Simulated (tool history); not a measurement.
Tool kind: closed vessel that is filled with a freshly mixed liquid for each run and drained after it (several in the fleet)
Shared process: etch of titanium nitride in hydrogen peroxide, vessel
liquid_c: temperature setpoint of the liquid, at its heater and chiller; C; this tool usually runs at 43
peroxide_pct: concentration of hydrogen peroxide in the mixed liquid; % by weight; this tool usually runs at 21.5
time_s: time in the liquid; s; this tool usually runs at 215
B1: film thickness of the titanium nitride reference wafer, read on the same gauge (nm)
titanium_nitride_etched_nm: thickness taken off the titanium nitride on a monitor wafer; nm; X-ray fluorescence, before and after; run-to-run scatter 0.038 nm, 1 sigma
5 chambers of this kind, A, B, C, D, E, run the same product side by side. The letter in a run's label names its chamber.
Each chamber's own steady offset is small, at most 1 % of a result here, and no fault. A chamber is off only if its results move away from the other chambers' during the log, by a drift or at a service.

Run 1A, hour 3.6: usual settings; B1 50.02. Result: titanium_nitride_etched_nm 4.1641 nm.
Run 2C, hour 6.7: usual settings; B1 49.988. Result: titanium_nitride_etched_nm 4.1594 nm.
Run 3B, hour 10.8: usual settings; B1 50.048. Result: titanium_nitride_etched_nm 4.0646 nm.
Run 4E, hour 13.7: usual settings; B1 50.002. Result: titanium_nitride_etched_nm 4.1704 nm.
Run 5D, hour 17: usual settings; B1 50.01. Result: titanium_nitride_etched_nm 4.1608 nm.
Run 6D, hour 21.7: usual settings; B1 49.993. Result: titanium_nitride_etched_nm 4.0673 nm.
Run 7A, hour 25.6: usual settings; B1 50.01. Result: titanium_nitride_etched_nm 4.1804 nm.
Run 8C, hour 30.3: usual settings; B1 49.956. Result: titanium_nitride_etched_nm 4.1347 nm.
Run 9B, hour 35.2: usual settings but liquid_c 33.5 C; B1 50.035. Result: titanium_nitride_etched_nm 1.9282 nm.
Run 10E, hour 39.3: usual settings but liquid_c 33.5 C; B1 49.971. Result: titanium_nitride_etched_nm 2.0317 nm.
Run 11B, hour 42.8: usual settings but liquid_c 33.5 C; B1 50.067. Result: titanium_nitride_etched_nm 1.9464 nm.
At hour 46.2: chamber C: peroxide flow meter replaced.
Run 12C, hour 47.5: usual settings but liquid_c 33.5 C; B1 49.981. Result: titanium_nitride_etched_nm 2.0261 nm.
Run 13A, hour 51.3: usual settings but liquid_c 33.5 C; B1 50.012. Result: titanium_nitride_etched_nm 1.9643 nm.
At hour 53: chamber B: peroxide flow meter replaced.
Run 14E, hour 55.1: usual settings; B1 50.011. Result: titanium_nitride_etched_nm 4.1623 nm.
Run 15D, hour 60.4: usual settings but peroxide_pct 25 % by weight; B1 50.015. Result: titanium_nitride_etched_nm 4.1505 nm.
Run 16D, hour 63.6: usual settings but peroxide_pct 25 % by weight; B1 50.041. Result: titanium_nitride_etched_nm 4.1714 nm.
Run 17A, hour 68.5: usual settings but peroxide_pct 25 % by weight; B1 50. Result: titanium_nitride_etched_nm 4.2985 nm.
Run 18C, hour 71.5: usual settings but peroxide_pct 25 % by weight; B1 49.994. Result: titanium_nitride_etched_nm 4.2919 nm.
Run 19B, hour 74.7: usual settings but peroxide_pct 25 % by weight; B1 49.979. Result: titanium_nitride_etched_nm 4.2468 nm.
Run 20E, hour 80.1: usual settings; B1 49.98. Result: titanium_nitride_etched_nm 4.1441 nm.
Run 21B, hour 83.7: usual settings; B1 50. Result: titanium_nitride_etched_nm 4.1567 nm.
Run 22D, hour 87.8: usual settings; B1 49.975. Result: titanium_nitride_etched_nm 3.9047 nm.
Run 23C, hour 92.8: usual settings; B1 49.972. Result: titanium_nitride_etched_nm 4.125 nm.
Run 24A, hour 96: usual settings; B1 49.987. Result: titanium_nitride_etched_nm 4.1787 nm.
Run 25E, hour 100.5: usual settings; B1 49.975. Result: titanium_nitride_etched_nm 4.1776 nm.
Run 26E, hour 103.5: usual settings; B1 50.004. Result: titanium_nitride_etched_nm 4.1488 nm.
Run 27C, hour 106.6: usual settings; B1 50.015. Result: titanium_nitride_etched_nm 4.147 nm.
Run 28A, hour 109.5: usual settings; B1 49.946. Result: titanium_nitride_etched_nm 4.219 nm.
Run 29B, hour 113.2: usual settings; B1 50.039. Result: titanium_nitride_etched_nm 4.1693 nm.
Run 30D, hour 118.1: usual settings; B1 50.013. Result: titanium_nitride_etched_nm 3.82 nm.
Run 31A, hour 121.9: usual settings; B1 50.015. Result: titanium_nitride_etched_nm 4.1643 nm.
At hour 124.2: chamber C: new drum of peroxide connected.
Run 32D, hour 124.7: usual settings; B1 49.977. Result: titanium_nitride_etched_nm 3.8325 nm.
Run 33C, hour 127.8: usual settings; B1 50.035. Result: titanium_nitride_etched_nm 4.182 nm.
Run 34B, hour 131.1: usual settings; B1 49.978. Result: titanium_nitride_etched_nm 4.1491 nm.
Run 35E, hour 133.5: usual settings; B1 50.013. Result: titanium_nitride_etched_nm 4.2024 nm.

Next, every chamber runs the same settings. What will each give?
Run 36A, hour 137.5: usual settings. Result: titanium_nitride_etched_nm ?.
Run 36B, hour 137.5: usual settings. Result: titanium_nitride_etched_nm ?.
Run 36C, hour 137.5: usual settings. Result: titanium_nitride_etched_nm ?.
Run 36D, hour 137.5: usual settings. Result: titanium_nitride_etched_nm ?.
Run 36E, hour 137.5: usual settings. Result: titanium_nitride_etched_nm ?.

run  titanium_nitride_etched_nm
36A                      4.0999
36B                      4.0993
36C                      4.1826
36D                      3.8913
36E                      4.1763
